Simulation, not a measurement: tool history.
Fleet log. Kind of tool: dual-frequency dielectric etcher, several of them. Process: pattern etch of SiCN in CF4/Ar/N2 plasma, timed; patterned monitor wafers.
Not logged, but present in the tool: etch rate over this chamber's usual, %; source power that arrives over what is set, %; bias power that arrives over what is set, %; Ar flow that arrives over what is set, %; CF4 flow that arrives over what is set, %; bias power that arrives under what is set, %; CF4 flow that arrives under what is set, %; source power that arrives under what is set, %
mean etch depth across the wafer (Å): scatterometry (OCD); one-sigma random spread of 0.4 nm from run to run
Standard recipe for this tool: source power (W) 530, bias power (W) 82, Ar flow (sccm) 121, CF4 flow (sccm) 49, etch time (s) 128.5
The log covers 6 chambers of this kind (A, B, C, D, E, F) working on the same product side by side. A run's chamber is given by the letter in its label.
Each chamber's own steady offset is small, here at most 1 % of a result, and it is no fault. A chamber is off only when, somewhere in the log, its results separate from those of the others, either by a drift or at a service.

| run | hour | source power (W) | bias power (W) | Ar flow (sccm) | CF4 flow (sccm) | etch time (s) | hours since the last wet clean | hours since the last source power generator calibration | hours since the last bias power generator calibration | hours since the last Ar flow controller change | hours since the last CF4 flow controller change | read-back reference wafer on the same gauge, depth_nm | mean etch depth across the wafer (Å) |
|---|---|---|---|---|---|---|---|---|---|---|---|---|---|
|  | 3.8 | chamber D: bias power generator calibrated |
| 1F | 11 | 530 | 82 | 121 | 49 | 128.5 | 148 | 1561.1 | 913.5 | 1788.9 | 978 | 100.04 | 1225 |
| 2E | 23.8 | 530 | 82 | 121 | 49 | 128.5 | 134.8 | 498.5 | 1412.7 | 1235.7 | 267.2 | 100.09 | 1231.9 |
| 3C | 37.3 | 530 | 82 | 121 | 49 | 128.5 | 158 | 1938.4 | 2201.5 | 4993 | 1032.6 | 100 | 1228.9 |
| 4D | 47.2 | 530 | 82 | 121 | 49 | 128.5 | 108 | 1068.7 | 43.4 | 2109 | 3539.4 | 99.987 | 1227.5 |
| 5B | 59.9 | 530 | 82 | 121 | 49 | 128.5 | 473.8 | 3463.2 | 572 | 1050.4 | 3815.8 | 99.998 | 1222.7 |
| 6A | 68.7 | 530 | 82 | 121 | 49 | 128.5 | 227.5 | 4465.2 | 424.3 | 2054.8 | 2607.7 | 100.01 | 1227.8 |
| 7A | 82.1 | 530 | 96 | 121 | 49 | 161.5 | 240.9 | 4478.6 | 437.7 | 2068.2 | 2621.1 | 99.994 | 1634.8 |
| 8D | 93.1 | 530 | 96 | 121 | 49 | 161.5 | 153.9 | 1114.6 | 89.3 | 2154.9 | 3585.3 | 99.902 | 1639.9 |
| 9C | 105.6 | 530 | 96 | 121 | 49 | 161.5 | 226.3 | 2006.7 | 2269.8 | 5061.3 | 1100.9 | 99.986 | 1650.3 |
| 10F | 115.6 | 530 | 96 | 121 | 49 | 161.5 | 252.6 | 1665.7 | 1018.1 | 1893.5 | 1082.6 | 99.927 | 1627.1 |
| 11E | 124.3 | 530 | 96 | 121 | 49 | 161.5 | 235.3 | 599 | 1513.2 | 1336.2 | 367.7 | 100.09 | 1654.4 |
| 12B | 134.2 | 530 | 96 | 121 | 49 | 161.5 | 548.1 | 3537.5 | 646.3 | 1124.7 | 3890.1 | 100.02 | 1631.8 |
| 13A | 144.8 | 530 | 82 | 121 | 49 | 128.5 | 303.6 | 4541.3 | 500.4 | 2130.9 | 2683.8 | 99.995 | 1222.5 |
| 14C | 152.2 | 530 | 82 | 121 | 49 | 128.5 | 272.9 | 2053.3 | 2316.4 | 5107.9 | 1147.5 | 99.985 | 1233.6 |
| 15D | 163.7 | 530 | 82 | 121 | 49 | 128.5 | 224.5 | 1185.2 | 159.9 | 2225.5 | 3655.9 | 99.982 | 1218 |
| 16F | 172.9 | 530 | 82 | 121 | 49 | 128.5 | 309.9 | 1723 | 1075.4 | 1950.8 | 1139.9 | 99.952 | 1218.7 |
| 17E | 180.6 | 530 | 82 | 121 | 49 | 128.5 | 291.6 | 655.3 | 1569.5 | 1392.5 | 424 | 99.957 | 1228.5 |
|  | 184 | chamber B: wet clean of the chamber |
| 18B | 190.8 | 530 | 82 | 121 | 49 | 128.5 | 6.8 | 3594.1 | 702.9 | 1181.3 | 3946.7 | 100 | 1219.1 |
|  | 196.1 | chamber A: CF4 flow controller replaced |
| 19C | 201.6 | 530 | 82 | 121 | 44 | 128.5 | 322.3 | 2102.7 | 2365.8 | 5157.3 | 1196.9 | 100.07 | 1217 |
| 20D | 214.5 | 530 | 82 | 121 | 44 | 128.5 | 275.3 | 1236 | 210.7 | 2276.3 | 3706.7 | 99.916 | 1197.3 |
| 21A | 222.7 | 530 | 82 | 121 | 44 | 128.5 | 381.5 | 4619.2 | 578.3 | 2208.8 | 26.7 | 99.922 | 1203.9 |
| 22B | 235.2 | 530 | 82 | 121 | 44 | 128.5 | 51.2 | 3638.5 | 747.3 | 1225.7 | 3991.1 | 100.03 | 1198.3 |
| 23E | 247.4 | 530 | 82 | 121 | 44 | 128.5 | 358.4 | 722.1 | 1636.3 | 1459.3 | 490.8 | 100.04 | 1211.8 |
| 24F | 255.1 | 530 | 82 | 121 | 44 | 128.5 | 392.1 | 1805.2 | 1157.6 | 2033 | 1222.1 | 100.03 | 1197.7 |
| 25E | 265.7 | 530 | 82 | 121 | 49 | 128.5 | 376.7 | 740.4 | 1654.6 | 1477.6 | 509.1 | 99.946 | 1232.6 |
| 26B | 273.7 | 530 | 82 | 121 | 49 | 128.5 | 89.7 | 3677 | 785.8 | 1264.2 | 4029.6 | 99.947 | 1215.2 |
| 27A | 284.7 | 530 | 82 | 121 | 49 | 128.5 | 443.5 | 4681.2 | 640.3 | 2270.8 | 88.7 | 100.05 | 1222.3 |
|  | 285 | chamber D: wet clean of the chamber |
| 28F | 292.8 | 530 | 82 | 121 | 49 | 128.5 | 429.8 | 1842.9 | 1195.3 | 2070.7 | 1259.8 | 100.02 | 1223.5 |
| 29C | 299.1 | 480 | 64 | 121 | 49 | 128.5 | 419.8 | 2200.2 | 2463.3 | 5254.8 | 1294.4 | 99.966 | 1062.3 |
| 30D | 311.3 | 480 | 64 | 121 | 49 | 128.5 | 26.3 | 1332.8 | 307.5 | 2373.1 | 3803.5 | 100.03 | 1023.5 |
|  | 315.2 | chamber E: wet clean of the chamber |
| 31A | 320.3 | 480 | 64 | 121 | 49 | 128.5 | 479.1 | 4716.8 | 675.9 | 2306.4 | 124.3 | 99.945 | 1021.2 |
| 32F | 326.6 | 480 | 64 | 121 | 49 | 128.5 | 463.6 | 1876.7 | 1229.1 | 2104.5 | 1293.6 | 100.01 | 1022.6 |
| 33E | 334.6 | 480 | 64 | 121 | 49 | 128.5 | 19.4 | 809.3 | 1723.5 | 1546.5 | 578 | 100.03 | 1026.6 |
| 34C | 344.7 | 480 | 64 | 121 | 49 | 128.5 | 465.4 | 2245.8 | 2508.9 | 5300.4 | 1340 | 99.917 | 1069.7 |
|  | 355.4 | chamber B: source power generator calibrated |
| 35B | 356.9 | 530 | 82 | 121 | 49 | 128.5 | 172.9 | 1.6 | 869 | 1347.4 | 4112.8 | 99.943 | 1216.3 |
| 36D | 364.7 | 530 | 82 | 121 | 49 | 128.5 | 79.7 | 1386.2 | 360.9 | 2426.5 | 3856.9 | 99.969 | 1223 |
| 37A | 374.7 | 530 | 82 | 121 | 49 | 128.5 | 533.5 | 4771.2 | 730.3 | 2360.8 | 178.7 | 99.974 | 1222.6 |
| 38D | 382 | 530 | 82 | 121 | 49 | 128.5 | 97 | 1403.5 | 378.2 | 2443.8 | 3874.2 | 99.948 | 1216.8 |
| 39E | 391.6 | 530 | 82 | 121 | 49 | 128.5 | 76.4 | 866.3 | 1780.5 | 1603.5 | 635 | 100.05 | 1231.3 |

One chamber off, gauge drift, or nothing amiss beyond the chambers' own small offsets? If it is a chamber, which one, and what is the likeliest cause?

It is chamber C that slowly wanders off from its peers.
Likeliest cause: etch rate over this chamber's usual, % = 4.79.
The log might look much the same if the cause were instead: source power that arrives over what is set, %.

Below are 4 candidate recipes for chamber C's next run, each the usual settings with a change, their results shown as question marks. Which of them brings C's results back in line with what the other chambers give on the usual settings?
In line means no further than this from the other chambers' mean on the usual settings: mean etch depth across the wafer (Å) 14
| 40C-1 | 401.4 | 530 | 97 | 111 | 53 | 128.5 |  |  |  |  |  |  | ? |
| 40C-2 | 401.4 | 510 | 81 | 122 | 49 | 121.5 |  |  |  |  |  |  | ? |
| 40C-3 | 401.4 | 520 | 81 | 121 | 49 | 124.5 |  |  |  |  |  |  | ? |
| 40C-4 | 401.4 | 540 | 83 | 121 | 49 | 132.5 |  |  |  |  |  |  | ? |

What the other chambers average on the usual settings: mean etch depth across the wafer (Å) 1224.8
| run | mean etch depth across the wafer (Å) |
|---|---|
| 40C-1 | 1414.6 |
| 40C-2 | 1175.2 |
| 40C-3 | 1225.9 |
| 40C-4 | 1360.2 |
The right change is 40C-3: it brings the chamber back within the allowed miss of the others.
